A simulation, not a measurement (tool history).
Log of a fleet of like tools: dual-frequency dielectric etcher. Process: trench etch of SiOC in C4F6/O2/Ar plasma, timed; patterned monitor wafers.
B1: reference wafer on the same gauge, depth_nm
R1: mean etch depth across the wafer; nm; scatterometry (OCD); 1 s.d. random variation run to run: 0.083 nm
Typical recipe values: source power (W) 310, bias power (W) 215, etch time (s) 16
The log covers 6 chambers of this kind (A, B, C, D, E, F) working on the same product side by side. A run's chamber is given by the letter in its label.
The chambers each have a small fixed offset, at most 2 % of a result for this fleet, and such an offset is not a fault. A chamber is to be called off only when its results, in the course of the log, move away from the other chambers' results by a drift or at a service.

run 1F hour=3.1 | source_power_(W)=310 bias_power_(W)=215 etch_time_(s)=16 | B1=37.198 | R1=31.64
run 2C hour=6.6 | source_power_(W)=310 bias_power_(W)=215 etch_time_(s)=16 | B1=37.189 | R1=31.321
run 3A hour=10.7 | source_power_(W)=310 bias_power_(W)=215 etch_time_(s)=16 | B1=37.195 | R1=32.159
run 4E hour=14.4 | source_power_(W)=310 bias_power_(W)=215 etch_time_(s)=16 | B1=37.179 | R1=31.884
run 5B hour=19.9 | source_power_(W)=310 bias_power_(W)=215 etch_time_(s)=16 | B1=37.191 | R1=31.869
run 6D hour=25.4 | source_power_(W)=310 bias_power_(W)=215 etch_time_(s)=16 | B1=37.196 | R1=31.806
run 7B hour=31.1 | source_power_(W)=310 bias_power_(W)=215 etch_time_(s)=16 | B1=37.224 | R1=32.115
-- hour=32.1 chamber F: bias power generator calibrated
-- hour=33.4 chamber A: wet clean of the chamber
run 8A hour=37.3 | source_power_(W)=310 bias_power_(W)=215 etch_time_(s)=16 | B1=37.178 | R1=32.163
run 9F hour=40.8 | source_power_(W)=310 bias_power_(W)=215 etch_time_(s)=16 | B1=37.215 | R1=31.793
run 10C hour=44.3 | source_power_(W)=310 bias_power_(W)=215 etch_time_(s)=16 | B1=37.166 | R1=31.362
run 11E hour=47.2 | source_power_(W)=310 bias_power_(W)=215 etch_time_(s)=16 | B1=37.196 | R1=31.866
run 12D hour=51 | source_power_(W)=310 bias_power_(W)=215 etch_time_(s)=16 | B1=37.197 | R1=32.047
run 13E hour=53.9 | source_power_(W)=310 bias_power_(W)=215 etch_time_(s)=16 | B1=37.234 | R1=31.819
run 14B hour=59.3 | source_power_(W)=310 bias_power_(W)=215 etch_time_(s)=16 | B1=37.189 | R1=32.042
run 15A hour=63.3 | source_power_(W)=310 bias_power_(W)=215 etch_time_(s)=16 | B1=37.181 | R1=32.097
run 16C hour=69.3 | source_power_(W)=310 bias_power_(W)=215 etch_time_(s)=16 | B1=37.205 | R1=31.31
run 17F hour=73.5 | source_power_(W)=310 bias_power_(W)=215 etch_time_(s)=16 | B1=37.217 | R1=31.809
-- hour=74.2 chamber D: wet clean of the chamber
run 18D hour=77.8 | source_power_(W)=310 bias_power_(W)=215 etch_time_(s)=16 | B1=37.194 | R1=31.751
run 19C hour=82.1 | source_power_(W)=310 bias_power_(W)=215 etch_time_(s)=16 | B1=37.197 | R1=31.481
run 20A hour=87.2 | source_power_(W)=310 bias_power_(W)=215 etch_time_(s)=16 | B1=37.206 | R1=32.175
run 21E hour=92 | source_power_(W)=310 bias_power_(W)=215 etch_time_(s)=16 | B1=37.203 | R1=31.845
run 22B hour=96.9 | source_power_(W)=310 bias_power_(W)=215 etch_time_(s)=16 | B1=37.188 | R1=31.844
-- hour=100.2 chamber A: bias power generator calibrated
run 23D hour=101.2 | source_power_(W)=250 bias_power_(W)=215 etch_time_(s)=14 | B1=37.187 | R1=25.763
run 24F hour=104.4 | source_power_(W)=250 bias_power_(W)=215 etch_time_(s)=14 | B1=37.174 | R1=25.558
run 25B hour=110.5 | source_power_(W)=250 bias_power_(W)=215 etch_time_(s)=14 | B1=37.187 | R1=25.663
run 26A hour=116.8 | source_power_(W)=250 bias_power_(W)=215 etch_time_(s)=14 | B1=37.199 | R1=26.265
run 27C hour=121.7 | source_power_(W)=250 bias_power_(W)=215 etch_time_(s)=14 | B1=37.185 | R1=25.301
run 28E hour=126.3 | source_power_(W)=250 bias_power_(W)=215 etch_time_(s)=14 | B1=37.183 | R1=25.724
-- hour=128.1 chamber F: wet clean of the chamber
run 29D hour=131.3 | source_power_(W)=310 bias_power_(W)=215 etch_time_(s)=16 | B1=37.212 | R1=31.747
run 30F hour=134.6 | source_power_(W)=310 bias_power_(W)=215 etch_time_(s)=16 | B1=37.176 | R1=31.853
run 31C hour=138.9 | source_power_(W)=310 bias_power_(W)=183 etch_time_(s)=14 | B1=37.225 | R1=26.147
run 32B hour=143.7 | source_power_(W)=310 bias_power_(W)=183 etch_time_(s)=14 | B1=37.198 | R1=26.603
run 33E hour=146.6 | source_power_(W)=310 bias_power_(W)=183 etch_time_(s)=14 | B1=37.168 | R1=26.422
run 34D hour=151.2 | source_power_(W)=310 bias_power_(W)=183 etch_time_(s)=14 | B1=37.194 | R1=26.32
run 35A hour=155.3 | source_power_(W)=310 bias_power_(W)=183 etch_time_(s)=14 | B1=37.203 | R1=26.995
-- hour=160.3 chamber B: wet clean of the chamber
run 36F hour=161.5 | source_power_(W)=310 bias_power_(W)=183 etch_time_(s)=14 | B1=37.196 | R1=26.433
run 37A hour=165.1 | source_power_(W)=310 bias_power_(W)=215 etch_time_(s)=16 | B1=37.207 | R1=32.586
run 38E hour=168.1 | source_power_(W)=310 bias_power_(W)=215 etch_time_(s)=16 | B1=37.193 | R1=31.918
run 39D hour=171 | source_power_(W)=310 bias_power_(W)=238 etch_time_(s)=16 | B1=37.212 | R1=32.848
run 40B hour=176.7 | source_power_(W)=310 bias_power_(W)=238 etch_time_(s)=16 | B1=37.161 | R1=33.093
run 41C hour=179.5 | source_power_(W)=310 bias_power_(W)=238 etch_time_(s)=16 | B1=37.223 | R1=32.539
run 42F hour=183.8 | source_power_(W)=310 bias_power_(W)=238 etch_time_(s)=16 | B1=37.2 | R1=32.8
run 43D hour=189.8 | source_power_(W)=310 bias_power_(W)=238 etch_time_(s)=16 | B1=37.208 | R1=32.786

Next, all 6 chambers run the settings below, one line each with question marks for the results. What does each chamber give?
run 44A hour=194.5 | source_power_(W)=310 bias_power_(W)=215 etch_time_(s)=16 | R1=?
run 44B hour=194.5 | source_power_(W)=310 bias_power_(W)=215 etch_time_(s)=16 | R1=?
run 44C hour=194.5 | source_power_(W)=310 bias_power_(W)=215 etch_time_(s)=16 | R1=?
run 44D hour=194.5 | source_power_(W)=310 bias_power_(W)=215 etch_time_(s)=16 | R1=?
run 44E hour=194.5 | source_power_(W)=310 bias_power_(W)=215 etch_time_(s)=16 | R1=?
run 44F hour=194.5 | source_power_(W)=310 bias_power_(W)=215 etch_time_(s)=16 | R1=?

run=44A R1=32.637
run=44B R1=31.954
run=44C R1=31.345
run=44D R1=31.818
run=44E R1=31.863
run=44F R1=31.855

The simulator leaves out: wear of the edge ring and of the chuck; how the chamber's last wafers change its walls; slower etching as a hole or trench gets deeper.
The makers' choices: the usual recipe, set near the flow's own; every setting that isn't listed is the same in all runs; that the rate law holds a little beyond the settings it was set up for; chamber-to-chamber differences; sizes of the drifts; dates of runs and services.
